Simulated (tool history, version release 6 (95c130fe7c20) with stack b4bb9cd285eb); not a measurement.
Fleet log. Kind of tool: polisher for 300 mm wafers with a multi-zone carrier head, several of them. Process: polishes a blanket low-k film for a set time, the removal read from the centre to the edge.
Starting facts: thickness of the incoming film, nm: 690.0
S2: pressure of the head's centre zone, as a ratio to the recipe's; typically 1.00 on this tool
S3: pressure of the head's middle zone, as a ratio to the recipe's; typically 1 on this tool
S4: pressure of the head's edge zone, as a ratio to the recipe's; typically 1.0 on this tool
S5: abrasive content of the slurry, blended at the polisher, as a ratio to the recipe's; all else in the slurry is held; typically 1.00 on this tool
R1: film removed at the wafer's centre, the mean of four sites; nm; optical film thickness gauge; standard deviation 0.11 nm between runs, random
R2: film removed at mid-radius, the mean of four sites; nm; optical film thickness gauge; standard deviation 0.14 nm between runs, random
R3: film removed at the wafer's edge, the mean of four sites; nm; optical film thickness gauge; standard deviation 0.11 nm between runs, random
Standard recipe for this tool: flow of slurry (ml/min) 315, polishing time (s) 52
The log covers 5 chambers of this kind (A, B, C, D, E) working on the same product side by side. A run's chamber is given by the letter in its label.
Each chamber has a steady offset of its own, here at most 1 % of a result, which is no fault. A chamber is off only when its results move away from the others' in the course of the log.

{"run": "1E", "day": 0.133, "flow of slurry (ml/min)": 315, "S2": 1.0, "S3": 1, "S4": 1.0, "S5": 1.0, "polishing time (s)": 52, "R1": 11.614, "R2": 11.691, "R3": 11.778}
{"run": "2B", "day": 0.329, "flow of slurry (ml/min)": 315, "S2": 1.0, "S3": 1, "S4": 1.0, "S5": 1.0, "polishing time (s)": 52, "R1": 11.484, "R2": 11.73, "R3": 11.779}
{"run": "3A", "day": 0.488, "flow of slurry (ml/min)": 315, "S2": 1.0, "S3": 1, "S4": 1.0, "S5": 1.0, "polishing time (s)": 52, "R1": 11.749, "R2": 11.761, "R3": 11.567}
{"day": 0.508, "done": "chamber E: centre zone pressure recalibrated"}
{"run": "4D", "day": 0.612, "flow of slurry (ml/min)": 315, "S2": 1.0, "S3": 1, "S4": 1.0, "S5": 1.0, "polishing time (s)": 52, "R1": 11.653, "R2": 11.887, "R3": 11.665}
{"run": "5C", "day": 0.792, "flow of slurry (ml/min)": 395, "S2": 0.92, "S3": 1, "S4": 1.0, "S5": 1.0, "polishing time (s)": 52, "R1": 10.825, "R2": 12.05, "R3": 11.841}
{"run": "6A", "day": 0.933, "flow of slurry (ml/min)": 395, "S2": 0.92, "S3": 1, "S4": 1.0, "S5": 1.0, "polishing time (s)": 52, "R1": 10.767, "R2": 12.203, "R3": 11.91}
{"run": "7D", "day": 1.042, "flow of slurry (ml/min)": 395, "S2": 0.92, "S3": 1, "S4": 1.0, "S5": 1.0, "polishing time (s)": 52, "R1": 10.99, "R2": 11.915, "R3": 11.91}
{"run": "8B", "day": 1.179, "flow of slurry (ml/min)": 395, "S2": 0.92, "S3": 1, "S4": 1.0, "S5": 1.0, "polishing time (s)": 52, "R1": 10.789, "R2": 11.754, "R3": 11.957}
{"run": "9C", "day": 1.367, "flow of slurry (ml/min)": 395, "S2": 0.92, "S3": 1, "S4": 1.0, "S5": 1.0, "polishing time (s)": 52, "R1": 10.744, "R2": 11.94, "R3": 11.681}
{"run": "10E", "day": 1.496, "flow of slurry (ml/min)": 315, "S2": 1.0, "S3": 1, "S4": 0.9, "S5": 0.85, "polishing time (s)": 52, "R1": 10.9, "R2": 10.608, "R3": 10.22}
{"day": 1.542, "done": "chamber C: worn pad replaced by a new one"}
{"run": "11C", "day": 1.604, "flow of slurry (ml/min)": 315, "S2": 1.0, "S3": 1, "S4": 0.9, "S5": 0.85, "polishing time (s)": 52, "R1": 10.887, "R2": 10.698, "R3": 10.353}
{"day": 1.65, "done": "chamber B: centre zone pressure recalibrated"}
{"run": "12D", "day": 1.729, "flow of slurry (ml/min)": 315, "S2": 1.0, "S3": 1, "S4": 0.9, "S5": 0.85, "polishing time (s)": 52, "R1": 10.652, "R2": 10.628, "R3": 10.044}
{"run": "13E", "day": 1.883, "flow of slurry (ml/min)": 315, "S2": 1.0, "S3": 1, "S4": 0.9, "S5": 0.85, "polishing time (s)": 52, "R1": 10.832, "R2": 10.944, "R3": 10.21}
{"run": "14A", "day": 2.096, "flow of slurry (ml/min)": 315, "S2": 1.0, "S3": 1, "S4": 0.9, "S5": 0.85, "polishing time (s)": 52, "R1": 10.753, "R2": 10.901, "R3": 10.292}
{"run": "15B", "day": 2.204, "flow of slurry (ml/min)": 315, "S2": 1.0, "S3": 1, "S4": 1.0, "S5": 1.0, "polishing time (s)": 52, "R1": 11.63, "R2": 11.476, "R3": 11.746}
{"run": "16C", "day": 2.408, "flow of slurry (ml/min)": 315, "S2": 1.0, "S3": 1, "S4": 1.0, "S5": 1.0, "polishing time (s)": 52, "R1": 11.673, "R2": 11.946, "R3": 11.81}
{"run": "17D", "day": 2.529, "flow of slurry (ml/min)": 315, "S2": 1.0, "S3": 1, "S4": 1.0, "S5": 1.0, "polishing time (s)": 52, "R1": 11.26, "R2": 11.323, "R3": 11.431}
{"run": "18A", "day": 2.717, "flow of slurry (ml/min)": 315, "S2": 1.0, "S3": 1, "S4": 1.0, "S5": 1.0, "polishing time (s)": 52, "R1": 11.723, "R2": 11.926, "R3": 11.521}
{"run": "19E", "day": 2.829, "flow of slurry (ml/min)": 315, "S2": 1.0, "S3": 1, "S4": 1.0, "S5": 1.0, "polishing time (s)": 52, "R1": 11.576, "R2": 11.969, "R3": 11.527}
{"run": "20B", "day": 3.025, "flow of slurry (ml/min)": 315, "S2": 1.0, "S3": 1, "S4": 1.0, "S5": 1.0, "polishing time (s)": 52, "R1": 11.556, "R2": 11.601, "R3": 11.581}
{"run": "21A", "day": 3.204, "flow of slurry (ml/min)": 315, "S2": 1.0, "S3": 1, "S4": 1.0, "S5": 1.0, "polishing time (s)": 52, "R1": 11.714, "R2": 11.658, "R3": 11.827}
{"run": "22E", "day": 3.338, "flow of slurry (ml/min)": 315, "S2": 1.0, "S3": 1, "S4": 1.0, "S5": 1.0, "polishing time (s)": 52, "R1": 11.897, "R2": 11.582, "R3": 11.865}
{"run": "23B", "day": 3.488, "flow of slurry (ml/min)": 315, "S2": 1.0, "S3": 1, "S4": 1.0, "S5": 1.0, "polishing time (s)": 52, "R1": 11.59, "R2": 11.864, "R3": 11.692}
{"run": "24C", "day": 3.604, "flow of slurry (ml/min)": 315, "S2": 1.04, "S3": 1, "S4": 1.0, "S5": 1.0, "polishing time (s)": 52, "R1": 12.091, "R2": 11.702, "R3": 11.414}
{"run": "25D", "day": 3.712, "flow of slurry (ml/min)": 315, "S2": 1.04, "S3": 1, "S4": 1.0, "S5": 1.0, "polishing time (s)": 52, "R1": 11.215, "R2": 11.02, "R3": 10.891}
{"day": 3.767, "done": "chamber C: slurry nozzle cleaned"}
{"run": "26A", "day": 3.85, "flow of slurry (ml/min)": 315, "S2": 1.04, "S3": 1, "S4": 1.0, "S5": 1.0, "polishing time (s)": 52, "R1": 12.043, "R2": 11.743, "R3": 11.671}
{"run": "27E", "day": 3.942, "flow of slurry (ml/min)": 315, "S2": 1.04, "S3": 1, "S4": 1.0, "S5": 1.0, "polishing time (s)": 52, "R1": 12.257, "R2": 11.778, "R3": 11.848}
{"run": "28D", "day": 4.104, "flow of slurry (ml/min)": 315, "S2": 1.04, "S3": 1, "S4": 1.0, "S5": 1.0, "polishing time (s)": 52, "R1": 11.187, "R2": 10.68, "R3": 10.817}
{"run": "29C", "day": 4.292, "flow of slurry (ml/min)": 315, "S2": 1.0, "S3": 1, "S4": 1.0, "S5": 1.0, "polishing time (s)": 52, "R1": 11.474, "R2": 11.606, "R3": 11.542}
{"run": "30B", "day": 4.392, "flow of slurry (ml/min)": 315, "S2": 1.0, "S3": 1, "S4": 1.0, "S5": 1.0, "polishing time (s)": 52, "R1": 11.656, "R2": 11.511, "R3": 11.705}
{"run": "31E", "day": 4.525, "flow of slurry (ml/min)": 315, "S2": 1.0, "S3": 1, "S4": 1.0, "S5": 1.0, "polishing time (s)": 52, "R1": 11.764, "R2": 11.808, "R3": 11.826}
{"run": "32D", "day": 4.667, "flow of slurry (ml/min)": 315, "S2": 1.0, "S3": 1, "S4": 1.0, "S5": 1.0, "polishing time (s)": 52, "R1": 10.501, "R2": 10.724, "R3": 10.572}

The same settings go to every chamber for the next run, one line per chamber below. Forecast the results for each:
{"run": "33A", "day": 4.817, "flow of slurry (ml/min)": 315, "S2": 1.0, "S3": 1, "S4": 1.0, "S5": 1.25, "polishing time (s)": 52, "R1": "?", "R2": "?", "R3": "?"}
{"run": "33B", "day": 4.817, "flow of slurry (ml/min)": 315, "S2": 1.0, "S3": 1, "S4": 1.0, "S5": 1.25, "polishing time (s)": 52, "R1": "?", "R2": "?", "R3": "?"}
{"run": "33C", "day": 4.817, "flow of slurry (ml/min)": 315, "S2": 1.0, "S3": 1, "S4": 1.0, "S5": 1.25, "polishing time (s)": 52, "R1": "?", "R2": "?", "R3": "?"}
{"run": "33D", "day": 4.817, "flow of slurry (ml/min)": 315, "S2": 1.0, "S3": 1, "S4": 1.0, "S5": 1.25, "polishing time (s)": 52, "R1": "?", "R2": "?", "R3": "?"}
{"run": "33E", "day": 4.817, "flow of slurry (ml/min)": 315, "S2": 1.0, "S3": 1, "S4": 1.0, "S5": 1.25, "polishing time (s)": 52, "R1": "?", "R2": "?", "R3": "?"}

run=33A R1=13.126 R2=12.671 R3=12.812
run=33B R1=12.977 R2=12.713 R3=12.956
run=33C R1=12.331 R2=12.669 R3=12.569
run=33D R1=11.267 R2=11.709 R3=11.652
run=33E R1=12.996 R2=12.951 R3=12.833
